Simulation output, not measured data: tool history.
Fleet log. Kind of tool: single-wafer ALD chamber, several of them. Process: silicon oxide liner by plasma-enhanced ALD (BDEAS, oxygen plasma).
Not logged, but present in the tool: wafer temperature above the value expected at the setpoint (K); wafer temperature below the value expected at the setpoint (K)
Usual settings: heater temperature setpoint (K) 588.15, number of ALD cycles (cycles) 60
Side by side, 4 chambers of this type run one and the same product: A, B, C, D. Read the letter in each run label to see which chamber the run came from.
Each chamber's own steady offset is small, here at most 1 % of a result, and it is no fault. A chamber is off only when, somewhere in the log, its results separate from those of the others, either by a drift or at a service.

run,day,heater temperature setpoint (K),number of ALD cycles (cycles),hours since the last thermocouple change,"read-back reference wafer on the same gauge, thickness_nm",mean film thickness on the monitor wafer (nm)
1C,0.512,588.15,60,1206.1,6.1508,5.4577
2A,0.888,588.15,60,551.3,6.1521,5.4246
3B,1.475,588.15,60,1123.5,6.153,5.4997
4D,1.775,588.15,60,881.4,6.1523,5.4762
5D,2.2,588.15,60,891.6,6.1552,5.4827
6B,2.612,588.15,60,1150.8,6.1558,5.5075
7A,3.067,588.15,60,603.6,6.1577,5.4498
8C,3.467,588.15,60,1277,6.1573,5.4585
9B,3.842,588.15,60,1180.3,6.1577,5.508
10D,4.296,588.15,60,941.9,6.16,5.4847
11C,4.896,588.15,60,1311.3,6.1621,5.4704
12A,5.325,588.15,60,657.8,6.1634,5.4393
13D,5.862,588.15,60,979.5,6.1652,5.4894
14C,6.304,588.15,50,1345.1,6.1628,4.5593
15A,6.767,588.15,50,692.4,6.1665,4.5429
16B,7.196,588.15,50,1260.8,6.1669,4.6056
17B,7.525,588.15,50,1268.7,6.1679,4.6001
18A,7.912,588.15,60,719.9,6.1676,5.4518
19C,8.258,588.15,60,1392,6.1689,5.4713
20D,8.725,588.15,60,1048.2,6.1716,5.4962
21D,9.142,588.15,56,1058.2,6.1715,5.121
22C,9.412,588.15,56,1419.7,6.1752,5.1039
23B,9.762,588.15,56,1322.4,6.1735,5.1635
24A,10.1,588.15,56,772.4,6.1729,5.0818
25C,10.404,588.15,60,1443.5,6.1748,5.4725
26D,10.875,588.15,60,1099.8,6.1762,5.5102
27A,11.212,593.15,60,799.1,6.1767,5.4113

Each of the 4 chambers runs these same settings next. Fill in every chamber's results:
28A,11.642,583.15,60,,,?
28B,11.642,583.15,60,,,?
28C,11.642,583.15,60,,,?
28D,11.642,583.15,60,,,?

run,mean film thickness on the monitor wafer (nm)
28A,5.4845
28B,5.5672
28C,5.5265
28D,5.5433

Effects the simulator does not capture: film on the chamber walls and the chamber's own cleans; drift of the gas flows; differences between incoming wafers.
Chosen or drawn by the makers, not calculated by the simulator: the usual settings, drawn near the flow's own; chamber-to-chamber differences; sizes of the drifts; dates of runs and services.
